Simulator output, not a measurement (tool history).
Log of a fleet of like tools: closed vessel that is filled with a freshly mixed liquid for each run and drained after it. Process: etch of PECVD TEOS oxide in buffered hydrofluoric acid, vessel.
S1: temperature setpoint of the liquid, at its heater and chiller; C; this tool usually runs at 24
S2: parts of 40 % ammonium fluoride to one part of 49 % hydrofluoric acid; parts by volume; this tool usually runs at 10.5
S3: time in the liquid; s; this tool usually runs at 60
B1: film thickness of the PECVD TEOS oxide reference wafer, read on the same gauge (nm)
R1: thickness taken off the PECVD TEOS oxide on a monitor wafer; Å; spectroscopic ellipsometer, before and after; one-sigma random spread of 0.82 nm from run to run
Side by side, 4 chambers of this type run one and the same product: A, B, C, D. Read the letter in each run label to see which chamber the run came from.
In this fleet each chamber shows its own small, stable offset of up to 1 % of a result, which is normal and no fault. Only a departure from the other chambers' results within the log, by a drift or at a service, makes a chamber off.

| run | hour | S1 | S2 | S3 | B1 | R1 |
|---|---|---|---|---|---|---|
| 1B | 9.1 | 24 | 10.5 | 60 | 30.002 | 1031.80 |
| 2C | 15.4 | 24 | 10.5 | 60 | 30.023 | 1020.60 |
| 3A | 20.1 | 24 | 10.5 | 60 | 30.003 | 1036.30 |
| 4D | 27.8 | 24 | 10.5 | 60 | 29.971 | 1049.90 |
| 5B | 32.9 | 24 | 10.5 | 60 | 30.009 | 1010.00 |
| 6D | 43.2 | 24 | 10.5 | 60 | 29.980 | 1044.10 |
| 7C | 51.8 | 24 | 10.5 | 60 | 30.030 | 1026.30 |
| 8A | 60.5 | 24 | 10.5 | 60 | 29.983 | 1045.00 |
| 9B | 70.4 | 24 | 10.5 | 60 | 30.010 | 1023.70 |
| 10C | 77.5 | 24 | 10.5 | 60 | 29.998 | 1031.80 |
| 11D | 87.8 | 24 | 10.5 | 60 | 29.993 | 1061.40 |
| 12A | 94.7 | 24 | 10.5 | 60 | 29.978 | 1032.20 |
| 13B | 100.4 | 24 | 10.5 | 60 | 30.009 | 1043.40 |
| 14C | 110.1 | 24 | 13.0 | 30 | 29.975 | 421.22 |
| 15D | 115.6 | 24 | 13.0 | 30 | 30.005 | 418.69 |
| 16A | 120.5 | 24 | 13.0 | 30 | 29.996 | 421.30 |
| 17A | 127.9 | 24 | 13.0 | 30 | 29.987 | 418.97 |
|  | 132.0 | chamber B: hydrofluoric acid flow meter replaced |
| 18D | 136.2 | 24 | 10.5 | 60 | 29.962 | 1047.80 |
| 19C | 145.2 | 24 | 10.5 | 60 | 30.001 | 1028.40 |
| 20B | 154.5 | 24 | 10.5 | 60 | 29.962 | 1024.50 |
| 21A | 163.1 | 24 | 10.5 | 60 | 30.016 | 1044.50 |
| 22D | 169.1 | 24 | 10.5 | 60 | 29.980 | 1039.10 |
| 23C | 178.6 | 24 | 10.5 | 60 | 30.002 | 1033.60 |
| 24B | 189.4 | 24 | 10.5 | 60 | 30.033 | 1031.30 |
| 25A | 194.2 | 24 | 10.5 | 60 | 29.958 | 1035.40 |
|  | 201.5 | chamber B: thermometer replaced |
| 26B | 202.6 | 24 | 10.5 | 60 | 30.039 | 1037.40 |
| 27D | 211.1 | 24 | 10.5 | 60 | 30.002 | 1030.60 |
| 28C | 221.4 | 24 | 8.5 | 60 | 30.016 | 1221.30 |
| 29D | 228.5 | 24 | 8.5 | 60 | 30.011 | 1251.30 |
| 30B | 235.8 | 24 | 8.5 | 60 | 29.989 | 1247.10 |
| 31A | 241.4 | 24 | 8.5 | 60 | 30.032 | 1210.60 |
| 32C | 250.7 | 26 | 10.5 | 60 | 30.020 | 1148.10 |
| 33B | 259.1 | 26 | 10.5 | 60 | 29.969 | 1161.10 |
| 34C | 264.7 | 26 | 10.5 | 60 | 30.007 | 1147.70 |
| 35A | 273.8 | 26 | 10.5 | 60 | 30.018 | 1165.20 |
| 36D | 283.6 | 24 | 10.5 | 60 | 30.002 | 1043.50 |
| 37B | 290.2 | 24 | 10.5 | 60 | 29.982 | 1029.90 |
| 38C | 296.2 | 24 | 10.5 | 60 | 29.974 | 1033.60 |
| 39D | 304.5 | 24 | 10.5 | 60 | 29.963 | 1030.00 |
| 40A | 311.2 | 24 | 10.5 | 60 | 30.004 | 1028.60 |

Next, every chamber runs the same settings. What will each give?
| 41A | 319.0 | 24 | 10.5 | 60 |  | ? |
| 41B | 319.0 | 24 | 10.5 | 60 |  | ? |
| 41C | 319.0 | 24 | 10.5 | 60 |  | ? |
| 41D | 319.0 | 24 | 10.5 | 60 |  | ? |

| run | R1 |
|---|---|
| 41A | 1044.60 |
| 41B | 1051.20 |
| 41C | 1035.40 |
| 41D | 1026.20 |

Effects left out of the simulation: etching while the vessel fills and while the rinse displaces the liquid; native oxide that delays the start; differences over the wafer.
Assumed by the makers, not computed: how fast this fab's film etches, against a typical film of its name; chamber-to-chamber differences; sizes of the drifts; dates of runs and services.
